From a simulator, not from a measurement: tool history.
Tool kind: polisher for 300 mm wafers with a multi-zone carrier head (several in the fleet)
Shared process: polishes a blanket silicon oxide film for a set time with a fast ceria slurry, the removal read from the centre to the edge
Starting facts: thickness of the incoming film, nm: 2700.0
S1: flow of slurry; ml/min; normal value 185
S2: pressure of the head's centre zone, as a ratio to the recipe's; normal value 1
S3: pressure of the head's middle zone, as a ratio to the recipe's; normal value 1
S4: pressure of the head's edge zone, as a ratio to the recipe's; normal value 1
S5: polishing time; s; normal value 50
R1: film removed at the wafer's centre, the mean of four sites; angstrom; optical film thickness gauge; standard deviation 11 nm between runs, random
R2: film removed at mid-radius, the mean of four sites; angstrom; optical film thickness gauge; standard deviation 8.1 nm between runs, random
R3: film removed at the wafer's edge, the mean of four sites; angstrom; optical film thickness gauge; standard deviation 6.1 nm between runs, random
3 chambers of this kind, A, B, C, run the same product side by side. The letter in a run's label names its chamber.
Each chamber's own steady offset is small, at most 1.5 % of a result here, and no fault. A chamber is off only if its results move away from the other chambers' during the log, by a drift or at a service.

run 1C hour=4 | S1=185 S2=1 S3=1 S4=1 S5=50 | R1=7747.4 R2=7635.7 R3=7764.7
run 2B hour=9.5 | S1=185 S2=1 S3=1 S4=1 S5=50 | R1=7832 R2=7654.7 R3=7740.3
-- hour=10.5 chamber C: centre zone pressure recalibrated
run 3A hour=15.7 | S1=185 S2=1 S3=1 S4=1 S5=50 | R1=7809.7 R2=7800.7 R3=7732.4
-- hour=19.6 chamber B: worn pad replaced by a new one
run 4C hour=20.1 | S1=185 S2=1 S3=1 S4=1 S5=50 | R1=7778.2 R2=7719.3 R3=7577
run 5B hour=23.9 | S1=185 S2=1 S3=1 S4=1 S5=50 | R1=7766 R2=7647.8 R3=7693.1
run 6A hour=28.9 | S1=185 S2=1 S3=1 S4=1 S5=50 | R1=7775.7 R2=7711.3 R3=7599.9
run 7C hour=32 | S1=185 S2=1 S3=1 S4=1 S5=50 | R1=7668.9 R2=7490.5 R3=7718.6
run 8B hour=35.8 | S1=185 S2=1 S3=1 S4=1 S5=50 | R1=7758.8 R2=7589.7 R3=7652.4
run 9A hour=39.7 | S1=185 S2=0.91 S3=1 S4=1.05 S5=50 | R1=6892.6 R2=7760.5 R3=7922.3
run 10A hour=43.1 | S1=185 S2=0.91 S3=1 S4=1.05 S5=50 | R1=6869.5 R2=7823.4 R3=8000.6
-- hour=43.2 chamber B: slurry nozzle cleaned
run 11C hour=48.7 | S1=185 S2=0.91 S3=1 S4=1.05 S5=50 | R1=6821.4 R2=7623.7 R3=7872.7
run 12B hour=51.7 | S1=185 S2=1 S3=1 S4=1 S5=50 | R1=7600.8 R2=7693.7 R3=7780.5
run 13B hour=58 | S1=185 S2=1 S3=1 S4=1 S5=50 | R1=7669.9 R2=7663.6 R3=7798.2
-- hour=62.3 chamber C: worn pad replaced by a new one
run 14A hour=64.4 | S1=185 S2=1 S3=1 S4=1 S5=50 | R1=7823.6 R2=7740.9 R3=7674.8
run 15C hour=69.6 | S1=185 S2=1 S3=1 S4=1 S5=50 | R1=7720.5 R2=7701.2 R3=7694.7
run 16A hour=76.3 | S1=185 S2=1 S3=1 S4=1 S5=50 | R1=7485.3 R2=7947 R3=7683.6
run 17C hour=80.8 | S1=185 S2=1 S3=1 S4=1 S5=50 | R1=7668.1 R2=7668 R3=7669.7
run 18B hour=84 | S1=185 S2=1 S3=1 S4=1 S5=50 | R1=7852.1 R2=7673.7 R3=7631.2
run 19C hour=89.9 | S1=185 S2=1 S3=1 S4=1 S5=50 | R1=7583.9 R2=7535.4 R3=7784.2
run 20B hour=95.1 | S1=185 S2=1 S3=1 S4=1 S5=50 | R1=7660.8 R2=7618.9 R3=7738.8
run 21A hour=101 | S1=185 S2=1 S3=1 S4=1 S5=50 | R1=7523.9 R2=7850.5 R3=7768.3
run 22B hour=105.6 | S1=185 S2=1 S3=1 S4=1 S5=50 | R1=7807.1 R2=7523.6 R3=7754.5
run 23A hour=108.7 | S1=185 S2=1 S3=1 S4=1 S5=50 | R1=7750.3 R2=7867.2 R3=7683.5
run 24C hour=114.9 | S1=185 S2=1 S3=1 S4=1 S5=50 | R1=7667.7 R2=7591.3 R3=7586.4
-- hour=117.1 chamber A: worn pad replaced by a new one
run 25A hour=119.4 | S1=185 S2=0.9 S3=1 S4=1 S5=50 | R1=6879.1 R2=7785.7 R3=7786.8
run 26C hour=122.9 | S1=185 S2=0.9 S3=1 S4=1 S5=50 | R1=6831.7 R2=7773.3 R3=7599.9
run 27B hour=126.7 | S1=185 S2=0.9 S3=1 S4=1 S5=50 | R1=6952.4 R2=7552.2 R3=7782.4
run 28B hour=133.1 | S1=130 S2=1 S3=1 S4=1 S5=50 | R1=7352 R2=7107.6 R3=7305.2
run 29C hour=136.6 | S1=130 S2=1 S3=1 S4=1 S5=50 | R1=7025.5 R2=7139.2 R3=7406.9

Predict what each chamber gives when all 3 of them run the settings below next.
run 30A hour=141.4 | S1=160 S2=1 S3=1 S4=1 S5=50 | R1=? R2=? R3=?
run 30B hour=141.4 | S1=160 S2=1 S3=1 S4=1 S5=50 | R1=? R2=? R3=?
run 30C hour=141.4 | S1=160 S2=1 S3=1 S4=1 S5=50 | R1=? R2=? R3=?

run=30A R1=7572.6 R2=7542.2 R3=7581.8
run=30B R1=7375.1 R2=7410.6 R3=7596
run=30C R1=7414.2 R2=7440.1 R3=7603.3
